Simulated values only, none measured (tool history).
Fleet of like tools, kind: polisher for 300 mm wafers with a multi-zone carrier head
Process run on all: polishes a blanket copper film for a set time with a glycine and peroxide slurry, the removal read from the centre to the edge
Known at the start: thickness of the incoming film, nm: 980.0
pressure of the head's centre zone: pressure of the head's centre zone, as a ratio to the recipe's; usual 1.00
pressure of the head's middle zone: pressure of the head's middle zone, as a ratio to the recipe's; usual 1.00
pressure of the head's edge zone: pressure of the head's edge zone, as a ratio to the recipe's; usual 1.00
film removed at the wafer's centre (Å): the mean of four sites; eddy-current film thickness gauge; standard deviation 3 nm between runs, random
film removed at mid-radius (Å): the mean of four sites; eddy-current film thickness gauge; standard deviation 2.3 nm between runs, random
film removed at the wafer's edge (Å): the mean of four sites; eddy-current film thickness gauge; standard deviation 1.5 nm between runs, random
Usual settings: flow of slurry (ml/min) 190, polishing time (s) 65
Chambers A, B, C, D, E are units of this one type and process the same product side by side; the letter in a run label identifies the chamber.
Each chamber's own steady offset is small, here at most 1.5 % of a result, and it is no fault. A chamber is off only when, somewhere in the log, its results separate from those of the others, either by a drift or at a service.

| run | hour | flow of slurry (ml/min) | pressure of the head's centre zone | pressure of the head's middle zone | pressure of the head's edge zone | polishing time (s) | film removed at the wafer's centre (Å) | film removed at mid-radius (Å) | film removed at the wafer's edge (Å) |
|---|---|---|---|---|---|---|---|---|---|
| 1E | 11.2 | 190 | 1.00 | 1.00 | 1.00 | 65 | 2219.7 | 2217.1 | 2213.6 |
|  | 20.0 | chamber A: slurry nozzle cleaned |
| 2D | 22.5 | 190 | 1.00 | 1.00 | 1.00 | 65 | 2266.5 | 2256.6 | 2291.8 |
| 3B | 35.1 | 190 | 1.00 | 1.00 | 1.00 | 65 | 2261.9 | 2250.9 | 2294.9 |
|  | 40.2 | chamber C: worn pad replaced by a new one |
|  | 41.0 | chamber D: worn pad replaced by a new one |
|  | 42.3 | chamber E: worn pad replaced by a new one |
| 4C | 45.9 | 190 | 1.00 | 1.00 | 1.00 | 65 | 2330.9 | 2265.2 | 2284.9 |
|  | 53.9 | chamber A: worn pad replaced by a new one |
| 5A | 56.0 | 190 | 1.00 | 1.00 | 1.00 | 65 | 2285.8 | 2242.7 | 2242.3 |
| 6C | 65.7 | 190 | 1.00 | 1.00 | 1.00 | 65 | 2309.0 | 2234.1 | 2281.1 |
|  | 70.9 | chamber D: centre zone pressure recalibrated |
| 7D | 73.3 | 190 | 1.00 | 1.00 | 1.00 | 65 | 2189.1 | 2265.8 | 2280.7 |
| 8E | 83.1 | 190 | 1.00 | 1.00 | 1.00 | 65 | 2178.0 | 2207.9 | 2210.8 |
| 9B | 95.6 | 190 | 1.00 | 1.00 | 1.00 | 65 | 2178.4 | 2239.8 | 2265.1 |
| 10A | 102.1 | 190 | 1.00 | 1.00 | 1.00 | 65 | 2225.9 | 2265.1 | 2237.1 |
| 11E | 112.5 | 230 | 1.00 | 1.00 | 0.89 | 65 | 2224.9 | 2316.8 | 2126.1 |
| 12B | 123.7 | 230 | 1.00 | 1.00 | 0.89 | 65 | 2323.3 | 2291.5 | 2195.1 |
| 13C | 130.4 | 230 | 1.00 | 1.00 | 0.89 | 65 | 2344.8 | 2333.0 | 2189.8 |
|  | 132.7 | chamber A: centre zone pressure recalibrated |
|  | 138.4 | chamber B: worn pad replaced by a new one |
| 14D | 141.5 | 230 | 1.00 | 1.00 | 0.89 | 65 | 2382.0 | 2296.8 | 2183.7 |
| 15A | 149.5 | 230 | 1.00 | 1.00 | 0.89 | 65 | 2384.3 | 2355.0 | 2161.8 |
|  | 149.7 | chamber C: worn pad replaced by a new one |
| 16D | 159.9 | 190 | 1.00 | 1.00 | 1.00 | 65 | 2261.0 | 2196.5 | 2250.9 |
|  | 166.3 | chamber A: worn pad replaced by a new one |
| 17E | 168.2 | 190 | 1.00 | 1.00 | 1.00 | 65 | 2089.9 | 2223.7 | 2243.1 |
| 18B | 174.4 | 190 | 1.00 | 1.00 | 1.00 | 65 | 2284.5 | 2295.4 | 2315.6 |
|  | 177.9 | chamber A: edge zone pressure recalibrated |
| 19A | 184.7 | 160 | 1.00 | 1.00 | 1.00 | 65 | 2223.5 | 2194.2 | 2201.5 |
|  | 185.5 | chamber E: worn pad replaced by a new one |
| 20C | 190.4 | 160 | 1.00 | 1.00 | 1.00 | 65 | 2202.4 | 2207.8 | 2218.8 |
| 21D | 197.7 | 160 | 1.00 | 1.00 | 1.00 | 65 | 2237.8 | 2191.7 | 2254.3 |
|  | 199.5 | chamber D: worn pad replaced by a new one |
| 22A | 206.1 | 160 | 1.00 | 1.00 | 1.00 | 65 | 2200.1 | 2216.0 | 2175.4 |
| 23B | 217.2 | 160 | 1.00 | 1.00 | 1.00 | 65 | 2174.7 | 2185.2 | 2248.8 |
|  | 221.7 | chamber D: slurry nozzle cleaned |
| 24C | 227.2 | 190 | 1.00 | 1.00 | 1.00 | 65 | 2252.4 | 2242.6 | 2262.9 |
|  | 231.0 | chamber B: centre zone pressure recalibrated |
| 25E | 234.0 | 190 | 1.00 | 1.00 | 1.00 | 65 | 2060.5 | 2226.4 | 2226.8 |
| 26D | 241.9 | 190 | 1.00 | 1.00 | 1.00 | 65 | 2228.5 | 2247.6 | 2275.8 |
| 27B | 249.7 | 190 | 1.00 | 1.00 | 1.00 | 65 | 2227.7 | 2222.7 | 2296.5 |
| 28A | 262.4 | 190 | 1.00 | 1.00 | 1.00 | 65 | 2297.5 | 2309.2 | 2234.6 |
| 29C | 269.8 | 190 | 1.00 | 1.00 | 1.00 | 65 | 2248.2 | 2231.5 | 2251.6 |
|  | 274.7 | chamber B: slurry nozzle cleaned |
| 30E | 279.0 | 190 | 1.00 | 1.00 | 1.00 | 65 | 1969.3 | 2216.3 | 2205.1 |
|  | 281.6 | chamber B: worn pad replaced by a new one |
| 31B | 290.5 | 190 | 0.94 | 1.11 | 1.00 | 65 | 2096.9 | 2446.6 | 2282.0 |

Predict what each chamber gives when all 5 of them run the settings below next.
| 32A | 299.6 | 190 | 0.89 | 1.00 | 1.00 | 65 | ? | ? | ? |
| 32B | 299.6 | 190 | 0.89 | 1.00 | 1.00 | 65 | ? | ? | ? |
| 32C | 299.6 | 190 | 0.89 | 1.00 | 1.00 | 65 | ? | ? | ? |
| 32D | 299.6 | 190 | 0.89 | 1.00 | 1.00 | 65 | ? | ? | ? |
| 32E | 299.6 | 190 | 0.89 | 1.00 | 1.00 | 65 | ? | ? | ? |

| run | film removed at the wafer's centre (Å) | film removed at mid-radius (Å) | film removed at the wafer's edge (Å) |
|---|---|---|---|
| 32A | 2041.1 | 2264.8 | 2225.3 |
| 32B | 1967.5 | 2248.3 | 2285.9 |
| 32C | 1983.1 | 2271.7 | 2278.7 |
| 32D | 1976.6 | 2257.7 | 2264.4 |
| 32E | 1733.5 | 2217.0 | 2211.0 |
